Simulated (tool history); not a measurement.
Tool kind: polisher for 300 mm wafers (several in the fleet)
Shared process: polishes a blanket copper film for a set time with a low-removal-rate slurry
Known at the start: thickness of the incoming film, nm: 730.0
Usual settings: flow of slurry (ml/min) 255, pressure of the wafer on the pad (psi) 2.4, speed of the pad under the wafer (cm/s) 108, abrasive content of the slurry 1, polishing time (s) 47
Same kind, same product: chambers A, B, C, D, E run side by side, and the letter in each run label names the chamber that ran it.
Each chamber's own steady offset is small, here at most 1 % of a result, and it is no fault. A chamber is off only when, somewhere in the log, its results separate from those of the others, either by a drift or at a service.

run   hour  flow of slurry (ml/min)  pressure of the wafer on the pad (psi)  speed of the pad under the wafer (cm/s)  abrasive content of the slurry  polishing time (s)  wafers polished on this pad  hours since the slurry nozzle was cleaned  hours since the head pressure was calibrated  hours since the slurry blender was calibrated  film removed (Å)
       2.7  -- chamber B: worn pad replaced by a new one
 1C    8.3                      255                                     2.4                                      108                               1                  47                          384                                       93.4                                         461.9                                           43.8            1098.4
 2B   14.5                      255                                     2.4                                      108                               1                  47                          186                                      688.9                                         585.5                                          256.3            1100.7
 3D   22.7                      255                                     2.4                                      108                               1                  47                          684                                      525.5                                         552.2                                           78.1            1089.8
      25.9  -- chamber E: worn pad replaced by a new one
 4E   29.5                      255                                     2.4                                      108                               1                  47                           57                                      200.3                                         228.9                                           44.4            1092.2
 5A   37.7                      255                                     2.4                                      108                               1                  47                          923                                      163.4                                        1336.5                                           78.6            1100.9
      38.6  -- chamber A: worn pad replaced by a new one
        42  -- chamber C: worn pad replaced by a new one
 6B   45.8                      255                                     2.4                                      120                               1                  47                          680                                      720.2                                         616.8                                          287.6            1233.7
      47.1  -- chamber B: worn pad replaced by a new one
 7D   51.1                      255                                     2.4                                      120                               1                  47                         1132                                      553.9                                         580.6                                          106.5            1216.4
 8C   56.1                      255                                     2.4                                      120                               1                  47                          222                                      141.2                                         509.7                                           91.6            1210.2
      59.4  -- chamber D: worn pad replaced by a new one
      60.2  -- chamber B: head pressure recalibrated
 9A   60.3                      255                                     2.4                                      120                               1                  47                          343                                        186                                        1359.1                                          101.2            1213.5
      63.3  -- chamber D: slurry blender recalibrated
10E   64.4                      255                                     2.4                                      120                               1                  47                          608                                      235.2                                         263.8                                           79.3            1224.1
11C   71.2                      255                                     2.4                                      108                               1                  47                          460                                      156.3                                         524.8                                          106.7            1106.3
12A   79.8                      255                                     2.4                                      108                               1                  47                          650                                      205.5                                        1378.6                                          120.7              1101
      86.3  -- chamber E: slurry blender recalibrated
13B   87.9                      255                                     2.4                                      108                               1                  47                          645                                      762.3                                          27.8                                          329.7            1104.7
      94.2  -- chamber B: slurry blender recalibrated
14D   94.2                      255                                     2.1                                      108                             1.2                  47                          549                                        597                                         623.7                                           30.9            985.43
      94.6  -- chamber B: worn pad replaced by a new one
15E  103.3                      255                                     2.1                                      108                             1.2                  47                         1221                                      274.1                                         302.7                                           17.1            997.78
     108.8  -- chamber A: worn pad replaced by a new one
     109.2  -- chamber C: worn pad replaced by a new one
16D  110.6                      255                                     2.1                                      108                             1.2                  47                          808                                      613.4                                         640.1                                           47.3            1004.5
     112.5  -- chamber E: worn pad replaced by a new one
17A  118.5                      255                                     2.1                                      108                             1.2                  47                          153                                      244.2                                        1417.3                                          159.4            997.97
18B  123.6                      255                                     2.1                                      108                             1.2                  47                          458                                        798                                          63.5                                           29.5            1000.2
19C  130.6                      255                                     2.4                                      108                               1                  47                          338                                      215.7                                         584.2                                          166.1              1095
20E    137                      255                                     2.4                                      108                               1                  47                          387                                      307.8                                         336.4                                           50.8            1100.5
     138.2  -- chamber D: worn pad replaced by a new one
21A  144.5                      255                                     2.4                                      108                               1                  47                          564                                      270.2                                        1443.3                                          185.4            1095.4
     147.7  -- chamber B: worn pad replaced by a new one
22C  152.4                      255                                     2.4                                      108                               1                  47                          682                                      237.5                                           606                                          187.9            1089.1
23B  156.5                      255                                     2.4                                      108                               1                  47                          139                                      830.9                                          96.4                                           62.4            1101.3
     160.2  -- chamber D: slurry blender recalibrated
24D  160.5                      255                                     2.4                                      108                               1                  47                          352                                      663.3                                           690                                            0.4            1083.4
     162.7  -- chamber C: worn pad replaced by a new one
25E  166.1                      255                                     2.4                                      108                               1                  47                          846                                      336.9                                         365.5                                           79.9              1095
     170.8  -- chamber A: worn pad replaced by a new one
26C  171.5                      255                                     2.4                                      108                               1                  47                          139                                      256.6                                         625.1                                            207              1089
27B  177.4                      255                                     2.4                                      108                               1                  47                          468                                      851.8                                         117.3                                           83.3            1107.1
28A  182.4                      255                                     2.7                                      130                               1                  47                          184                                      308.1                                        1481.2                                          223.3            1468.4
29D  189.6                      255                                     2.7                                      130                               1                  47                          811                                      692.4                                         719.1                                           29.5            1487.6
     195.1  -- chamber C: slurry blender recalibrated
     197.9  -- chamber B: worn pad replaced by a new one
30E  198.5                      255                                     2.7                                      130                               1                  47                         1357                                      369.3                                         397.9                                          112.3            1467.6
     203.7  -- chamber B: slurry nozzle cleaned
     204.5  -- chamber E: worn pad replaced by a new one
31A    205                      255                                     2.7                                      130                               1                  47                          540                                      330.7                                        1503.8                                          245.9            1491.7
     208.3  -- chamber D: worn pad replaced by a new one
       210  -- chamber E: slurry blender recalibrated
32C  212.2                      255                                     2.7                                      130                               1                  47                          781                                      297.3                                         665.8                                           17.1            1488.1
33D  218.3                      255                                     2.4                                      108                               1                  47                          158                                      721.1                                         747.8                                           58.2            1096.4
     218.7  -- chamber C: worn pad replaced by a new one
34B  224.9                      255                                     2.4                                      108                               1                  47                          427                                       21.3                                         164.8                                          130.8            1104.3
35E  231.2                      255                                     2.4                                      108                               1                  47                          421                                        402                                         430.6                                           21.3            1092.6
36C  237.4                      255                                     2.4                                      132                               1                  47                          295                                      322.5                                           691                                           42.3            1319.5

One chamber off, gauge drift, or nothing amiss beyond the chambers' own small offsets? If it is a chamber, which one, and what is the likeliest cause?

No chamber is off and the gauge is stable; the differences are just each chamber's small, constant offset.

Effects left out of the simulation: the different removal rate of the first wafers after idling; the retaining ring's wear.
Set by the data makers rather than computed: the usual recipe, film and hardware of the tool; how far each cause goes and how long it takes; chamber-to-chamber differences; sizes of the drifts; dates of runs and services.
